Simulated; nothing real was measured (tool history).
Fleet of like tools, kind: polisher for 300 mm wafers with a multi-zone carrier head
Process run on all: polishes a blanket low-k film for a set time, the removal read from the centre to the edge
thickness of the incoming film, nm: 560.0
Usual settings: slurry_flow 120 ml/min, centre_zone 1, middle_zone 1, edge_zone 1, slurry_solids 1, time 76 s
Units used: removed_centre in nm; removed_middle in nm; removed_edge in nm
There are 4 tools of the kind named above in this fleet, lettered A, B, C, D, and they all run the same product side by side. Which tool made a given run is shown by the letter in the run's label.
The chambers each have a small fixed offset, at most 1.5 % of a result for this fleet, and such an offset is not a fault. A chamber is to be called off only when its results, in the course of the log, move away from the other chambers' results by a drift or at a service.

| run | day | slurry_flow | centre_zone | middle_zone | edge_zone | slurry_solids | time | removed_centre | removed_middle | removed_edge |
|---|---|---|---|---|---|---|---|---|---|---|
| 1B | 0.242 | 120 | 1 | 1 | 1 | 1 | 76 | 20.223 | 19.506 | 19.235 |
| 2A | 0.6 | 120 | 1 | 1 | 1 | 1 | 76 | 19.79 | 19.486 | 19.462 |
| 3C | 0.821 | 120 | 1 | 1 | 1 | 1 | 76 | 19.43 | 19.674 | 19.214 |
|  | 0.962 | chamber B: worn pad replaced by a new one |
|  | 0.992 | chamber C: worn pad replaced by a new one |
| 4D | 1.075 | 120 | 1 | 1 | 1 | 1 | 76 | 19.766 | 19.611 | 19.677 |
| 5A | 1.354 | 120 | 1 | 1 | 1 | 1 | 76 | 19.58 | 19.467 | 19.329 |
|  | 1.358 | chamber D: centre zone pressure recalibrated |
| 6B | 1.779 | 150 | 1 | 1 | 1 | 1 | 76 | 20.706 | 20.434 | 20.121 |
|  | 1.804 | chamber D: worn pad replaced by a new one |
| 7C | 2.025 | 150 | 1 | 1 | 1 | 1 | 76 | 20.717 | 20.617 | 20.273 |
| 8D | 2.246 | 150 | 1 | 1 | 1 | 1 | 76 | 20.587 | 20.706 | 20.109 |
|  | 2.312 | chamber C: centre zone pressure recalibrated |
| 9C | 2.483 | 150 | 1 | 1 | 1 | 1 | 76 | 20.688 | 20.648 | 20.007 |
|  | 2.617 | chamber A: worn pad replaced by a new one |
| 10D | 2.696 | 120 | 1 | 1 | 1 | 1 | 76 | 19.453 | 19.522 | 19.825 |
| 11B | 3.054 | 120 | 1 | 1 | 1 | 1 | 76 | 19.33 | 19.207 | 19.486 |
|  | 3.446 | chamber B: worn pad replaced by a new one |
| 12A | 3.529 | 120 | 1 | 1 | 1 | 1 | 76 | 19.71 | 19.664 | 19.239 |
|  | 3.671 | chamber C: worn pad replaced by a new one |
| 13D | 3.967 | 120 | 1 | 1 | 1 | 1 | 76 | 19.997 | 19.667 | 19.496 |
| 14A | 4.242 | 120 | 1 | 1 | 1 | 1 | 76 | 19.474 | 19.447 | 19.696 |
| 15B | 4.546 | 120 | 1 | 1 | 1 | 1 | 76 | 19.792 | 19.515 | 19.603 |
| 16C | 4.788 | 120 | 1 | 1 | 1 | 1 | 76 | 18.808 | 19.312 | 19.762 |
|  | 4.954 | chamber A: worn pad replaced by a new one |
| 17A | 5.021 | 120 | 1 | 1 | 1 | 1 | 76 | 20.079 | 19.512 | 19.517 |
| 18D | 5.262 | 120 | 1 | 1 | 1 | 1 | 76 | 19.48 | 19.887 | 19.378 |
|  | 5.529 | chamber D: worn pad replaced by a new one |
| 19C | 5.6 | 120 | 1 | 1 | 1 | 1 | 76 | 19.306 | 19.275 | 19.508 |
|  | 6.029 | chamber B: worn pad replaced by a new one |
| 20B | 6.033 | 120 | 1 | 1 | 1 | 1 | 76 | 19.959 | 19.234 | 19.629 |
|  | 6.142 | chamber C: worn pad replaced by a new one |
| 21A | 6.496 | 120 | 1 | 1 | 1 | 1 | 76 | 19.768 | 19.619 | 19.332 |
| 22C | 6.758 | 120 | 1 | 1 | 1 | 1.25 | 102 | 27.931 | 28.566 | 28.157 |
| 23D | 7.079 | 120 | 1 | 1 | 1 | 1.25 | 102 | 28.873 | 29.239 | 29.351 |
| 24B | 7.367 | 120 | 1 | 1 | 1 | 1.25 | 102 | 29.169 | 28.59 | 29.285 |
|  | 7.575 | chamber A: worn pad replaced by a new one |
| 25C | 7.854 | 120 | 1 | 1 | 1 | 1.25 | 102 | 28.293 | 28.148 | 27.669 |
| 26B | 8.229 | 90 | 1 | 1 | 1 | 1 | 100 | 23.346 | 23.661 | 24.429 |
|  | 8.479 | chamber B: worn pad replaced by a new one |
| 27A | 8.5 | 90 | 1 | 1 | 1 | 1 | 100 | 23.976 | 23.642 | 24.003 |
|  | 8.642 | chamber A: slurry nozzle cleaned |
|  | 8.7 | chamber C: worn pad replaced by a new one |
| 28D | 8.725 | 90 | 1 | 1 | 1 | 1 | 100 | 23.526 | 23.984 | 24.325 |
| 29A | 9.088 | 90 | 1 | 1 | 1 | 1 | 100 | 23.888 | 23.57 | 23.98 |
| 30B | 9.529 | 120 | 1 | 1 | 1 | 1 | 76 | 19.74 | 19.538 | 19.187 |
|  | 9.6 | chamber D: worn pad replaced by a new one |
| 31C | 9.862 | 120 | 1 | 1 | 1 | 1 | 76 | 19.227 | 18.801 | 19.134 |
|  | 10.192 | chamber A: worn pad replaced by a new one |
| 32D | 10.279 | 120 | 1 | 1 | 1 | 1 | 76 | 19.704 | 19.771 | 19.417 |
|  | 10.329 | chamber D: edge zone pressure recalibrated |
| 33C | 10.7 | 120 | 0.96 | 1 | 1 | 1 | 85 | 20.019 | 21.157 | 21.3 |
|  | 10.846 | chamber A: centre zone pressure recalibrated |
|  | 10.892 | chamber B: worn pad replaced by a new one |
| 34A | 10.921 | 120 | 0.96 | 1 | 1 | 1 | 85 | 20.641 | 21.834 | 21.941 |
|  | 11.192 | chamber C: worn pad replaced by a new one |
| 35D | 11.2 | 120 | 0.96 | 1 | 1 | 1 | 85 | 20.975 | 21.839 | 22.094 |
|  | 11.346 | chamber B: slurry nozzle cleaned |
| 36B | 11.533 | 120 | 0.96 | 1 | 1 | 1 | 85 | 20.939 | 21.788 | 21.977 |
| 37B | 11.912 | 120 | 1 | 1 | 0.95 | 1 | 76 | 19.537 | 19.491 | 19.126 |
| 38D | 12.129 | 120 | 1 | 1 | 0.95 | 1 | 76 | 19.402 | 19.834 | 19.203 |
| 39A | 12.392 | 120 | 1 | 1 | 0.95 | 1 | 76 | 19.333 | 19.536 | 18.71 |
| 40C | 12.775 | 120 | 1 | 1 | 0.95 | 1 | 76 | 18.857 | 18.667 | 18.286 |
| 41C | 12.992 | 120 | 1 | 1 | 1 | 1 | 76 | 18.318 | 18.67 | 18.858 |

Each of the 4 chambers runs these same settings next. Fill in every chamber's results:
| 42A | 13.342 | 120 | 0.95 | 1 | 1 | 1 | 76 | ? | ? | ? |
| 42B | 13.342 | 120 | 0.95 | 1 | 1 | 1 | 76 | ? | ? | ? |
| 42C | 13.342 | 120 | 0.95 | 1 | 1 | 1 | 76 | ? | ? | ? |
| 42D | 13.342 | 120 | 0.95 | 1 | 1 | 1 | 76 | ? | ? | ? |

| run | removed_centre | removed_middle | removed_edge |
|---|---|---|---|
| 42A | 19.002 | 19.662 | 19.279 |
| 42B | 18.698 | 19.582 | 19.621 |
| 42C | 17.137 | 18.468 | 19.063 |
| 42D | 18.295 | 19.615 | 20.093 |
